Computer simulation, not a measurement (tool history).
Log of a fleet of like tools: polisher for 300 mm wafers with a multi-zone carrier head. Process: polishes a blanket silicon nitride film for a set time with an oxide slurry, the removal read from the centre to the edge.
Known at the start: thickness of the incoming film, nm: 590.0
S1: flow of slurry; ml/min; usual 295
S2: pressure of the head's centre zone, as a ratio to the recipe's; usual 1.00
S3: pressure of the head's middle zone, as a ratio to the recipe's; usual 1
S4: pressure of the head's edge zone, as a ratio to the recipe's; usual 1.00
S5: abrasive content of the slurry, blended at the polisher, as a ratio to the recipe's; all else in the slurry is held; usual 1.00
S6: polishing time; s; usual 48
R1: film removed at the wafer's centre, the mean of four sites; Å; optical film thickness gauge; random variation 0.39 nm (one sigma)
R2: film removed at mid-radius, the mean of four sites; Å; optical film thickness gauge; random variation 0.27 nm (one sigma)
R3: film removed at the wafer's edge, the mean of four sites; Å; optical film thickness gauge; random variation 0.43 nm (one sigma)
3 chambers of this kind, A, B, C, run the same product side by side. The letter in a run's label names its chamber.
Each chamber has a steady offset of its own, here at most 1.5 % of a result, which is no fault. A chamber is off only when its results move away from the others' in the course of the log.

{"hour": 3.5, "done": "chamber A: worn pad replaced by a new one"}
{"run": "1B", "hour": 12.4, "S1": 295, "S2": 1.0, "S3": 1, "S4": 1.0, "S5": 1.0, "S6": 48, "R1": 319.61, "R2": 319.79, "R3": 319.52}
{"run": "2C", "hour": 23.7, "S1": 295, "S2": 1.0, "S3": 1, "S4": 1.0, "S5": 1.0, "S6": 48, "R1": 314.34, "R2": 317.52, "R3": 314.57}
{"run": "3A", "hour": 35.2, "S1": 295, "S2": 1.0, "S3": 1, "S4": 1.0, "S5": 1.0, "S6": 48, "R1": 322.92, "R2": 328.28, "R3": 321.8}
{"hour": 37.9, "done": "chamber B: worn pad replaced by a new one"}
{"run": "4A", "hour": 42.7, "S1": 295, "S2": 1.0, "S3": 1, "S4": 1.0, "S5": 1.0, "S6": 48, "R1": 322.63, "R2": 326.83, "R3": 320.95}
{"hour": 45.6, "done": "chamber C: worn pad replaced by a new one"}
{"run": "5C", "hour": 49.5, "S1": 295, "S2": 1.0, "S3": 1, "S4": 1.0, "S5": 1.0, "S6": 48, "R1": 317.3, "R2": 316.75, "R3": 325.47}
{"run": "6B", "hour": 56.8, "S1": 295, "S2": 1.0, "S3": 1, "S4": 1.0, "S5": 1.0, "S6": 48, "R1": 317.6, "R2": 322.71, "R3": 321.54}
{"run": "7A", "hour": 68.9, "S1": 295, "S2": 1.0, "S3": 1, "S4": 1.0, "S5": 1.0, "S6": 48, "R1": 324.42, "R2": 323.95, "R3": 324.82}
{"hour": 69.9, "done": "chamber A: worn pad replaced by a new one"}
{"run": "8B", "hour": 77.4, "S1": 295, "S2": 1.0, "S3": 1, "S4": 1.0, "S5": 1.0, "S6": 48, "R1": 314.32, "R2": 317.61, "R3": 316.55}
{"run": "9C", "hour": 85.1, "S1": 295, "S2": 1.0, "S3": 1, "S4": 1.0, "S5": 1.0, "S6": 48, "R1": 322.52, "R2": 314.68, "R3": 319.07}
{"hour": 86.7, "done": "chamber C: edge zone pressure recalibrated"}
{"run": "10C", "hour": 92.9, "S1": 295, "S2": 1.0, "S3": 1, "S4": 1.0, "S5": 1.0, "S6": 48, "R1": 315.04, "R2": 317.14, "R3": 319.35}
{"run": "11A", "hour": 104.2, "S1": 295, "S2": 1.0, "S3": 1, "S4": 1.0, "S5": 1.0, "S6": 48, "R1": 330.72, "R2": 324.58, "R3": 317.9}
{"run": "12B", "hour": 114.2, "S1": 295, "S2": 1.0, "S3": 1, "S4": 1.0, "S5": 1.0, "S6": 48, "R1": 320.81, "R2": 318.77, "R3": 309.02}
{"hour": 115.9, "done": "chamber C: worn pad replaced by a new one"}
{"hour": 119.1, "done": "chamber B: worn pad replaced by a new one"}
{"run": "13B", "hour": 128.1, "S1": 295, "S2": 1.0, "S3": 1, "S4": 1.0, "S5": 1.0, "S6": 48, "R1": 324.82, "R2": 322.04, "R3": 318.99}
{"hour": 131.0, "done": "chamber A: centre zone pressure recalibrated"}
{"hour": 141.5, "done": "chamber A: worn pad replaced by a new one"}
{"run": "14C", "hour": 142.0, "S1": 295, "S2": 1.0, "S3": 1, "S4": 1.0, "S5": 1.0, "S6": 48, "R1": 320.18, "R2": 319.93, "R3": 318.45}
{"run": "15A", "hour": 154.7, "S1": 330, "S2": 0.93, "S3": 1, "S4": 1.0, "S5": 1.0, "S6": 48, "R1": 341.06, "R2": 327.96, "R3": 329.89}
{"run": "16B", "hour": 168.5, "S1": 330, "S2": 0.93, "S3": 1, "S4": 1.0, "S5": 1.0, "S6": 48, "R1": 297.82, "R2": 324.53, "R3": 319.02}
{"run": "17C", "hour": 175.0, "S1": 330, "S2": 0.93, "S3": 1, "S4": 1.0, "S5": 1.0, "S6": 48, "R1": 297.56, "R2": 320.75, "R3": 324.84}
{"run": "18A", "hour": 187.4, "S1": 295, "S2": 1.0, "S3": 1, "S4": 1.0, "S5": 1.0, "S6": 48, "R1": 366.98, "R2": 322.98, "R3": 326.35}
{"hour": 189.3, "done": "chamber B: worn pad replaced by a new one"}
{"hour": 191.7, "done": "chamber C: worn pad replaced by a new one"}
{"run": "19C", "hour": 193.6, "S1": 295, "S2": 1.0, "S3": 1, "S4": 1.0, "S5": 0.85, "S6": 48, "R1": 296.59, "R2": 296.08, "R3": 300.67}
{"run": "20A", "hour": 206.9, "S1": 295, "S2": 1.0, "S3": 1, "S4": 1.0, "S5": 0.85, "S6": 48, "R1": 337.17, "R2": 296.1, "R3": 297.88}
{"hour": 213.3, "done": "chamber C: slurry nozzle cleaned"}
{"run": "21B", "hour": 215.1, "S1": 295, "S2": 1.0, "S3": 1, "S4": 1.0, "S5": 0.85, "S6": 48, "R1": 296.01, "R2": 294.02, "R3": 295.31}
{"hour": 218.5, "done": "chamber A: worn pad replaced by a new one"}
{"run": "22B", "hour": 228.4, "S1": 295, "S2": 1.0, "S3": 1, "S4": 1.0, "S5": 1.0, "S6": 48, "R1": 311.48, "R2": 313.82, "R3": 315.89}
{"hour": 240.5, "done": "chamber C: centre zone pressure recalibrated"}
{"run": "23C", "hour": 241.4, "S1": 295, "S2": 1.0, "S3": 1, "S4": 0.96, "S5": 1.0, "S6": 48, "R1": 318.03, "R2": 317.97, "R3": 312.69}
{"hour": 248.6, "done": "chamber B: centre zone pressure recalibrated"}
{"run": "24A", "hour": 249.1, "S1": 295, "S2": 1.0, "S3": 1, "S4": 0.96, "S5": 1.0, "S6": 48, "R1": 368.25, "R2": 323.48, "R3": 317.78}
{"run": "25C", "hour": 259.1, "S1": 295, "S2": 1.0, "S3": 1, "S4": 0.96, "S5": 1.0, "S6": 48, "R1": 313.83, "R2": 315.08, "R3": 304.08}
{"hour": 260.4, "done": "chamber B: worn pad replaced by a new one"}
{"hour": 263.8, "done": "chamber C: worn pad replaced by a new one"}
{"run": "26B", "hour": 266.6, "S1": 375, "S2": 1.0, "S3": 1, "S4": 1.0, "S5": 1.2, "S6": 48, "R1": 346.03, "R2": 350.02, "R3": 351.05}
{"run": "27A", "hour": 278.2, "S1": 375, "S2": 1.0, "S3": 1, "S4": 1.0, "S5": 1.2, "S6": 48, "R1": 405.86, "R2": 365.02, "R3": 356.23}
{"hour": 285.9, "done": "chamber B: edge zone pressure recalibrated"}
{"hour": 289.0, "done": "chamber A: worn pad replaced by a new one"}
{"run": "28B", "hour": 289.8, "S1": 375, "S2": 1.0, "S3": 1, "S4": 1.0, "S5": 1.2, "S6": 48, "R1": 358.4, "R2": 354.17, "R3": 354.63}
{"run": "29C", "hour": 296.0, "S1": 295, "S2": 1.0, "S3": 1, "S4": 1.0, "S5": 1.0, "S6": 48, "R1": 321.31, "R2": 317.18, "R3": 318.74}
{"run": "30A", "hour": 309.9, "S1": 295, "S2": 1.0, "S3": 1, "S4": 1.0, "S5": 1.0, "S6": 48, "R1": 361.7, "R2": 326.37, "R3": 321.93}
{"hour": 315.3, "done": "chamber A: slurry nozzle cleaned"}
{"run": "31C", "hour": 316.1, "S1": 295, "S2": 1.0, "S3": 1, "S4": 1.0, "S5": 1.0, "S6": 48, "R1": 322.32, "R2": 317.7, "R3": 323.1}
{"run": "32B", "hour": 323.7, "S1": 295, "S2": 1.0, "S3": 1, "S4": 1.0, "S5": 1.0, "S6": 48, "R1": 319.87, "R2": 322.01, "R3": 324.99}
{"run": "33A", "hour": 329.8, "S1": 295, "S2": 1.0, "S3": 1, "S4": 1.0, "S5": 1.0, "S6": 48, "R1": 357.73, "R2": 326.84, "R3": 325.3}
{"run": "34C", "hour": 340.6, "S1": 295, "S2": 1.0, "S3": 1, "S4": 1.0, "S5": 1.0, "S6": 48, "R1": 320.1, "R2": 310.05, "R3": 323.45}
{"hour": 343.8, "done": "chamber B: worn pad replaced by a new one"}
{"run": "35A", "hour": 348.8, "S1": 295, "S2": 1.0, "S3": 1, "S4": 1.0, "S5": 1.0, "S6": 48, "R1": 370.05, "R2": 321.51, "R3": 320.78}
{"run": "36B", "hour": 356.0, "S1": 295, "S2": 1.0, "S3": 1, "S4": 1.0, "S5": 1.0, "S6": 48, "R1": 319.07, "R2": 318.34, "R3": 330.4}
{"run": "37B", "hour": 364.9, "S1": 295, "S2": 1.0, "S3": 1, "S4": 1.0, "S5": 1.0, "S6": 48, "R1": 317.25, "R2": 319.95, "R3": 316.12}

All 3 chambers run these settings next. Forecast each chamber's results:
{"run": "38A", "hour": 374.9, "S1": 295, "S2": 1.0, "S3": 1, "S4": 1.0, "S5": 0.85, "S6": 48, "R1": "?", "R2": "?", "R3": "?"}
{"run": "38B", "hour": 374.9, "S1": 295, "S2": 1.0, "S3": 1, "S4": 1.0, "S5": 0.85, "S6": 48, "R1": "?", "R2": "?", "R3": "?"}
{"run": "38C", "hour": 374.9, "S1": 295, "S2": 1.0, "S3": 1, "S4": 1.0, "S5": 0.85, "S6": 48, "R1": "?", "R2": "?", "R3": "?"}

run=38A R1=333.24 R2=300.64 R3=300.10
run=38B R1=290.59 R2=291.95 R3=294.88
run=38C R1=296.45 R2=291.46 R3=300.82
